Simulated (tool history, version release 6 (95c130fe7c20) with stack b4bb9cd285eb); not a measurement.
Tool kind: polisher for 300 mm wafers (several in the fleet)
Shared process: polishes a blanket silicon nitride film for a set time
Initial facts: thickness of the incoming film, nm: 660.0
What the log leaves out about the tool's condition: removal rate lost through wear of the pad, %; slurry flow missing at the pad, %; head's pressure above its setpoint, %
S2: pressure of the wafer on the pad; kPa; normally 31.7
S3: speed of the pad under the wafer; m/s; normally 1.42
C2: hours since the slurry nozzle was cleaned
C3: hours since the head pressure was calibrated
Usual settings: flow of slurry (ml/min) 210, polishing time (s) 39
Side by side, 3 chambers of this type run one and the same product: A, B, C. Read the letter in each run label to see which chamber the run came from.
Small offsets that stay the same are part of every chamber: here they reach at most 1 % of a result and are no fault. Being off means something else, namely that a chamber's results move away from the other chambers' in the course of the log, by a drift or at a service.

{"run": "1C", "day": 0.429, "flow of slurry (ml/min)": 210, "S2": 31.7, "S3": 1.42, "polishing time (s)": 39, "wafers polished on this pad": 168, "C2": 507.1, "C3": 671.1, "film removed (nm)": 138.86}
{"run": "2B", "day": 0.796, "flow of slurry (ml/min)": 210, "S2": 31.7, "S3": 1.42, "polishing time (s)": 39, "wafers polished on this pad": 879, "C2": 64.3, "C3": 1273.1, "film removed (nm)": 141.23}
{"run": "3A", "day": 1.146, "flow of slurry (ml/min)": 210, "S2": 31.7, "S3": 1.42, "polishing time (s)": 39, "wafers polished on this pad": 1179, "C2": 170.4, "C3": 443.3, "film removed (nm)": 141.51}
{"run": "4A", "day": 1.404, "flow of slurry (ml/min)": 210, "S2": 31.7, "S3": 1.42, "polishing time (s)": 39, "wafers polished on this pad": 1245, "C2": 176.6, "C3": 449.5, "film removed (nm)": 139.12}
{"run": "5C", "day": 1.729, "flow of slurry (ml/min)": 210, "S2": 31.7, "S3": 1.42, "polishing time (s)": 39, "wafers polished on this pad": 502, "C2": 538.3, "C3": 702.3, "film removed (nm)": 139.06}
{"day": 1.746, "done": "chamber A: worn pad replaced by a new one"}
{"run": "6B", "day": 2.254, "flow of slurry (ml/min)": 210, "S2": 31.7, "S3": 1.16, "polishing time (s)": 39, "wafers polished on this pad": 1254, "C2": 99.3, "C3": 1308.1, "film removed (nm)": 121.58}
{"day": 2.592, "done": "chamber C: head pressure recalibrated"}
{"run": "7B", "day": 2.596, "flow of slurry (ml/min)": 210, "S2": 31.7, "S3": 1.16, "polishing time (s)": 39, "wafers polished on this pad": 1342, "C2": 107.5, "C3": 1316.3, "film removed (nm)": 115.41}
{"run": "8C", "day": 2.983, "flow of slurry (ml/min)": 210, "S2": 31.7, "S3": 1.16, "polishing time (s)": 39, "wafers polished on this pad": 825, "C2": 568.4, "C3": 9.5, "film removed (nm)": 115.51}
{"run": "9A", "day": 3.446, "flow of slurry (ml/min)": 210, "S2": 31.7, "S3": 1.42, "polishing time (s)": 39, "wafers polished on this pad": 438, "C2": 225.6, "C3": 498.5, "film removed (nm)": 140.39}
{"run": "10C", "day": 3.829, "flow of slurry (ml/min)": 210, "S2": 31.7, "S3": 1.42, "polishing time (s)": 39, "wafers polished on this pad": 1043, "C2": 588.7, "C3": 29.8, "film removed (nm)": 141.06}
{"day": 4.058, "done": "chamber C: worn pad replaced by a new one"}
{"run": "11B", "day": 4.117, "flow of slurry (ml/min)": 210, "S2": 31.7, "S3": 1.42, "polishing time (s)": 39, "wafers polished on this pad": 1733, "C2": 144.0, "C3": 1352.8, "film removed (nm)": 140.67}
{"run": "12A", "day": 4.479, "flow of slurry (ml/min)": 210, "S2": 31.7, "S3": 1.42, "polishing time (s)": 39, "wafers polished on this pad": 704, "C2": 250.4, "C3": 523.3, "film removed (nm)": 138.54}
{"run": "13B", "day": 4.796, "flow of slurry (ml/min)": 210, "S2": 31.7, "S3": 1.42, "polishing time (s)": 39, "wafers polished on this pad": 1908, "C2": 160.3, "C3": 1369.1, "film removed (nm)": 136.72}
{"run": "14A", "day": 5.142, "flow of slurry (ml/min)": 210, "S2": 31.7, "S3": 1.42, "polishing time (s)": 39, "wafers polished on this pad": 874, "C2": 266.3, "C3": 539.2, "film removed (nm)": 138.37}
{"run": "15C", "day": 5.538, "flow of slurry (ml/min)": 210, "S2": 31.7, "S3": 1.42, "polishing time (s)": 39, "wafers polished on this pad": 380, "C2": 629.7, "C3": 70.8, "film removed (nm)": 136.35}
{"run": "16B", "day": 5.8, "flow of slurry (ml/min)": 210, "S2": 31.7, "S3": 1.42, "polishing time (s)": 39, "wafers polished on this pad": 2166, "C2": 184.4, "C3": 1393.2, "film removed (nm)": 135.16}
{"run": "17C", "day": 6.312, "flow of slurry (ml/min)": 210, "S2": 31.7, "S3": 1.42, "polishing time (s)": 39, "wafers polished on this pad": 579, "C2": 648.3, "C3": 89.4, "film removed (nm)": 139.23}
{"run": "18A", "day": 6.575, "flow of slurry (ml/min)": 210, "S2": 39.3, "S3": 1.42, "polishing time (s)": 39, "wafers polished on this pad": 1243, "C2": 300.7, "C3": 573.6, "film removed (nm)": 170.45}
{"day": 6.683, "done": "chamber A: worn pad replaced by a new one"}
{"run": "19B", "day": 7.117, "flow of slurry (ml/min)": 210, "S2": 39.3, "S3": 1.42, "polishing time (s)": 39, "wafers polished on this pad": 2505, "C2": 216.0, "C3": 1424.8, "film removed (nm)": 165.83}
{"run": "20C", "day": 7.562, "flow of slurry (ml/min)": 210, "S2": 39.3, "S3": 1.42, "polishing time (s)": 39, "wafers polished on this pad": 901, "C2": 678.3, "C3": 119.4, "film removed (nm)": 174.34}
{"run": "21A", "day": 7.892, "flow of slurry (ml/min)": 210, "S2": 31.7, "S3": 1.42, "polishing time (s)": 39, "wafers polished on this pad": 311, "C2": 332.3, "C3": 605.2, "film removed (nm)": 138.9}
{"day": 7.917, "done": "chamber C: worn pad replaced by a new one"}
{"run": "22A", "day": 8.179, "flow of slurry (ml/min)": 210, "S2": 31.7, "S3": 1.42, "polishing time (s)": 39, "wafers polished on this pad": 385, "C2": 339.2, "C3": 612.1, "film removed (nm)": 137.52}
{"day": 8.379, "done": "chamber B: head pressure recalibrated"}
{"run": "23B", "day": 8.604, "flow of slurry (ml/min)": 210, "S2": 31.7, "S3": 1.42, "polishing time (s)": 39, "wafers polished on this pad": 2888, "C2": 251.7, "C3": 5.4, "film removed (nm)": 131.01}
{"run": "24C", "day": 9.038, "flow of slurry (ml/min)": 210, "S2": 31.7, "S3": 1.42, "polishing time (s)": 39, "wafers polished on this pad": 288, "C2": 713.7, "C3": 154.8, "film removed (nm)": 135.82}
{"run": "25B", "day": 9.379, "flow of slurry (ml/min)": 210, "S2": 31.7, "S3": 1.42, "polishing time (s)": 39, "wafers polished on this pad": 3087, "C2": 270.3, "C3": 24.0, "film removed (nm)": 131.42}
{"run": "26A", "day": 9.671, "flow of slurry (ml/min)": 240, "S2": 31.7, "S3": 1.7, "polishing time (s)": 39, "wafers polished on this pad": 769, "C2": 375.0, "C3": 647.9, "film removed (nm)": 164.26}
{"run": "27C", "day": 9.996, "flow of slurry (ml/min)": 240, "S2": 31.7, "S3": 1.7, "polishing time (s)": 39, "wafers polished on this pad": 535, "C2": 736.7, "C3": 177.8, "film removed (nm)": 161.02}
{"run": "28A", "day": 10.304, "flow of slurry (ml/min)": 240, "S2": 31.7, "S3": 1.7, "polishing time (s)": 39, "wafers polished on this pad": 932, "C2": 390.2, "C3": 663.1, "film removed (nm)": 165.01}
{"run": "29B", "day": 10.842, "flow of slurry (ml/min)": 210, "S2": 31.7, "S3": 1.42, "polishing time (s)": 39, "wafers polished on this pad": 3463, "C2": 305.4, "C3": 59.1, "film removed (nm)": 125.35}

Next, all 3 chambers run the settings below, one line each with question marks for the results. What does each chamber give?
{"run": "30A", "day": 11.246, "flow of slurry (ml/min)": 210, "S2": 31.7, "S3": 1.42, "polishing time (s)": 39, "film removed (nm)": "?"}
{"run": "30B", "day": 11.246, "flow of slurry (ml/min)": 210, "S2": 31.7, "S3": 1.42, "polishing time (s)": 39, "film removed (nm)": "?"}
{"run": "30C", "day": 11.246, "flow of slurry (ml/min)": 210, "S2": 31.7, "S3": 1.42, "polishing time (s)": 39, "film removed (nm)": "?"}

run=30A film_removed_(nm)=135.88
run=30B film_removed_(nm)=127.78
run=30C film_removed_(nm)=139.33

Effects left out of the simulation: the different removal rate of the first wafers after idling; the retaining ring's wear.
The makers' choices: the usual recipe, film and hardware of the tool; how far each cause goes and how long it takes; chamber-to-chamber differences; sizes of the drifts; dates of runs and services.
